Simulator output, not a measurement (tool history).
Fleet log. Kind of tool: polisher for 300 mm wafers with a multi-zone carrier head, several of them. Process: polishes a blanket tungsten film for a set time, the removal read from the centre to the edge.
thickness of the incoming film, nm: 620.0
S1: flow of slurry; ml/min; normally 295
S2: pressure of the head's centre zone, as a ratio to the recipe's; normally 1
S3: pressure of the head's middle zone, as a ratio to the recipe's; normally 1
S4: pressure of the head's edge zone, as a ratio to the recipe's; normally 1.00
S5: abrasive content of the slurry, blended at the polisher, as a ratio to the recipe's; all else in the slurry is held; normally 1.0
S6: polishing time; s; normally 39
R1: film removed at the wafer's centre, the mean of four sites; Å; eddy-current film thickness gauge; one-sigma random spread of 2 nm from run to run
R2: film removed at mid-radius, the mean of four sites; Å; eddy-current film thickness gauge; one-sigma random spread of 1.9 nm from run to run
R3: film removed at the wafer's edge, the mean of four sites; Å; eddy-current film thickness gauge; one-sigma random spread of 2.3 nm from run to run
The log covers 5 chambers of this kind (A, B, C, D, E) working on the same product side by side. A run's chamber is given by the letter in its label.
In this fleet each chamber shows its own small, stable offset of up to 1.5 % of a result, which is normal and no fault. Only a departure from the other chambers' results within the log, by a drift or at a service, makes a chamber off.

-- day=0.042 chamber B: worn pad replaced by a new one
run 1E day=0.162 | S1=295 S2=1 S3=1 S4=1.00 S5=1.0 S6=39 | R1=2074.2 R2=2104.6 R3=2026.3
run 2A day=0.396 | S1=295 S2=1 S3=1 S4=1.00 S5=1.0 S6=39 | R1=2090.6 R2=2034.2 R3=2035.6
-- day=0.533 chamber A: worn pad replaced by a new one
run 3C day=0.542 | S1=295 S2=1 S3=1 S4=1.00 S5=1.0 S6=39 | R1=2025.6 R2=2017.0 R3=2070.3
-- day=0.688 chamber D: worn pad replaced by a new one
-- day=0.750 chamber C: worn pad replaced by a new one
run 4D day=0.825 | S1=295 S2=1 S3=1 S4=1.00 S5=1.0 S6=39 | R1=2053.8 R2=2049.0 R3=2055.4
run 5B day=1.092 | S1=295 S2=1 S3=1 S4=1.00 S5=1.0 S6=39 | R1=2036.0 R2=2036.0 R3=2001.2
run 6A day=1.225 | S1=295 S2=1 S3=1 S4=1.00 S5=1.0 S6=39 | R1=2046.6 R2=2075.4 R3=2044.5
run 7E day=1.358 | S1=295 S2=1 S3=1 S4=1.00 S5=1.0 S6=39 | R1=2006.3 R2=2043.4 R3=2046.2
run 8C day=1.579 | S1=295 S2=1 S3=1 S4=1.00 S5=1.0 S6=39 | R1=2070.2 R2=2013.1 R3=2060.7
run 9D day=1.758 | S1=295 S2=1 S3=1 S4=1.00 S5=1.0 S6=39 | R1=2050.6 R2=2056.0 R3=2078.3
-- day=1.775 chamber E: worn pad replaced by a new one
run 10B day=1.912 | S1=295 S2=1 S3=1 S4=1.00 S5=1.0 S6=39 | R1=2037.6 R2=2023.7 R3=2060.4
run 11D day=2.171 | S1=295 S2=1 S3=1 S4=1.00 S5=1.0 S6=39 | R1=2033.1 R2=2039.3 R3=2071.1
run 12A day=2.396 | S1=295 S2=1 S3=1 S4=1.00 S5=1.0 S6=39 | R1=2057.0 R2=2104.8 R3=2037.7
run 13C day=2.583 | S1=295 S2=1 S3=1 S4=0.92 S5=1.0 S6=26 | R1=1387.4 R2=1376.6 R3=1326.4
-- day=2.696 chamber B: worn pad replaced by a new one
-- day=2.696 chamber C: worn pad replaced by a new one
run 14B day=2.829 | S1=295 S2=1 S3=1 S4=0.92 S5=1.0 S6=26 | R1=1354.8 R2=1409.2 R3=1287.6
-- day=2.962 chamber A: worn pad replaced by a new one
run 15E day=3.108 | S1=295 S2=1 S3=1 S4=0.92 S5=1.0 S6=26 | R1=1376.9 R2=1378.2 R3=1309.4
run 16E day=3.354 | S1=295 S2=1 S3=1 S4=0.92 S5=1.0 S6=26 | R1=1353.5 R2=1364.5 R3=1300.3
-- day=3.454 chamber D: worn pad replaced by a new one
run 17D day=3.500 | S1=295 S2=1 S3=1 S4=0.92 S5=1.0 S6=26 | R1=1371.8 R2=1368.2 R3=1313.5
-- day=3.621 chamber B: slurry nozzle cleaned
run 18C day=3.671 | S1=295 S2=1 S3=1 S4=1.00 S5=1.0 S6=39 | R1=2050.2 R2=2048.6 R3=2096.0
-- day=3.771 chamber E: worn pad replaced by a new one
run 19A day=3.954 | S1=295 S2=1 S3=1 S4=1.00 S5=1.0 S6=39 | R1=2065.8 R2=2065.0 R3=2043.0
-- day=4.008 chamber D: centre zone pressure recalibrated
run 20B day=4.133 | S1=295 S2=1 S3=1 S4=1.00 S5=1.0 S6=39 | R1=2093.6 R2=2050.6 R3=2042.1
run 21A day=4.412 | S1=295 S2=1 S3=1 S4=1.00 S5=1.0 S6=39 | R1=2042.1 R2=2053.4 R3=2061.8
run 22E day=4.612 | S1=295 S2=1 S3=1 S4=1.00 S5=1.0 S6=39 | R1=2043.9 R2=2070.2 R3=2051.7
-- day=4.704 chamber A: edge zone pressure recalibrated
-- day=4.771 chamber C: worn pad replaced by a new one
-- day=4.821 chamber B: edge zone pressure recalibrated
run 23B day=4.871 | S1=295 S2=1 S3=1 S4=1.00 S5=1.0 S6=39 | R1=2045.1 R2=2073.2 R3=2073.5
run 24D day=5.017 | S1=295 S2=1 S3=1 S4=1.00 S5=1.0 S6=39 | R1=1922.4 R2=2050.1 R3=2055.9
-- day=5.129 chamber B: worn pad replaced by a new one
-- day=5.183 chamber A: worn pad replaced by a new one
run 25C day=5.221 | S1=295 S2=1 S3=1 S4=1.00 S5=1.0 S6=39 | R1=2032.5 R2=2069.9 R3=2109.3
run 26B day=5.367 | S1=295 S2=1 S3=1 S4=1.00 S5=1.0 S6=39 | R1=2081.8 R2=2099.9 R3=2048.6
run 27A day=5.629 | S1=295 S2=1 S3=1 S4=1.00 S5=1.0 S6=39 | R1=2080.8 R2=2041.7 R3=2064.0
run 28E day=5.896 | S1=295 S2=1 S3=1 S4=1.00 S5=1.0 S6=45 | R1=2348.3 R2=2361.3 R3=2368.4
run 29C day=6.062 | S1=295 S2=1 S3=1 S4=1.00 S5=1.0 S6=45 | R1=2386.0 R2=2356.2 R3=2393.4
-- day=6.088 chamber E: worn pad replaced by a new one
-- day=6.229 chamber C: slurry nozzle cleaned
run 30D day=6.292 | S1=295 S2=1 S3=1 S4=1.00 S5=1.0 S6=45 | R1=2213.6 R2=2373.9 R3=2327.7
-- day=6.396 chamber D: worn pad replaced by a new one
run 31A day=6.429 | S1=295 S2=1 S3=1 S4=1.00 S5=1.0 S6=45 | R1=2399.8 R2=2401.0 R3=2365.4
run 32C day=6.562 | S1=295 S2=1 S3=1 S4=1.00 S5=1.0 S6=45 | R1=2392.8 R2=2295.9 R3=2390.5
-- day=6.604 chamber C: worn pad replaced by a new one
run 33B day=6.804 | S1=295 S2=1 S3=1 S4=1.00 S5=1.0 S6=39 | R1=2053.0 R2=2091.0 R3=2067.5
run 34E day=7.075 | S1=295 S2=1 S3=1 S4=1.00 S5=1.0 S6=27 | R1=1430.5 R2=1417.9 R3=1411.8
-- day=7.096 chamber E: slurry nozzle cleaned
run 35D day=7.254 | S1=295 S2=1 S3=1 S4=1.00 S5=1.0 S6=27 | R1=1337.2 R2=1407.6 R3=1396.0
run 36A day=7.488 | S1=295 S2=1 S3=1 S4=1.00 S5=1.0 S6=27 | R1=1406.0 R2=1404.5 R3=1424.8
run 37C day=7.700 | S1=295 S2=1 S3=1 S4=1.00 S5=1.0 S6=27 | R1=1423.5 R2=1412.2 R3=1438.1
run 38D day=7.833 | S1=295 S2=1 S3=1 S4=1.00 S5=1.0 S6=27 | R1=1336.0 R2=1395.6 R3=1385.6
-- day=7.888 chamber A: worn pad replaced by a new one
-- day=7.912 chamber B: worn pad replaced by a new one
run 39E day=8.000 | S1=295 S2=1 S3=1 S4=1.00 S5=1.0 S6=39 | R1=2045.5 R2=2068.2 R3=2049.0
run 40B day=8.142 | S1=295 S2=1 S3=1 S4=1.00 S5=1.0 S6=39 | R1=2048.1 R2=2079.3 R3=2037.9
run 41A day=8.338 | S1=295 S2=1 S3=1 S4=1.00 S5=1.0 S6=39 | R1=2060.4 R2=2080.1 R3=2069.2
run 42D day=8.492 | S1=295 S2=1 S3=1 S4=1.00 S5=1.0 S6=39 | R1=1938.7 R2=2041.7 R3=2046.2

Decide between three cases: one chamber stands off from its peers, the gauge reading all wafers drifts, or nothing is wrong past each chamber's small offset. Where a chamber is off, say which and what most likely put it there.

The work done on chamber D during a service left it standing apart from the others.
Cause: centre zone's pressure below its setpoint, % = 5.25.

Chamber D could run next with any of the 4 candidate recipes listed below; each alters the usual settings, and their results appear as question marks. Which one brings its results back in line with what the other chambers deliver on the usual settings?
To be in line, a result may differ from the other chambers' mean on the usual settings by at most: R1 69.0 Å; R2 65.0 Å; R3 81.0 Å
run 43D-1 day=8.708 | S1=290 S2=0.95 S3=1.00 S4=1.02 S5=1.0 S6=39 | R1=? R2=? R3=?
run 43D-2 day=8.708 | S1=300 S2=1.05 S3=1.00 S4=0.98 S5=1.0 S6=39 | R1=? R2=? R3=?
run 43D-3 day=8.708 | S1=300 S2=1.09 S3=0.99 S4=0.96 S5=1.0 S6=40 | R1=? R2=? R3=?
run 43D-4 day=8.708 | S1=290 S2=0.91 S3=1.01 S4=1.04 S5=1.0 S6=38 | R1=? R2=? R3=?

What the other chambers average on the usual settings: R1 2059.2 Å; R2 2054.7 Å; R3 2052.0 Å
run=43D-1 R1=1825.3 R2=2027.0 R3=2058.6
run=43D-2 R1=2043.7 R2=2032.8 R3=2020.7
run=43D-3 R1=2182.8 R2=2065.3 R3=2050.6
run=43D-4 R1=1696.4 R2=1993.6 R3=2026.5
43D-2 puts the chamber back in line with the other chambers.
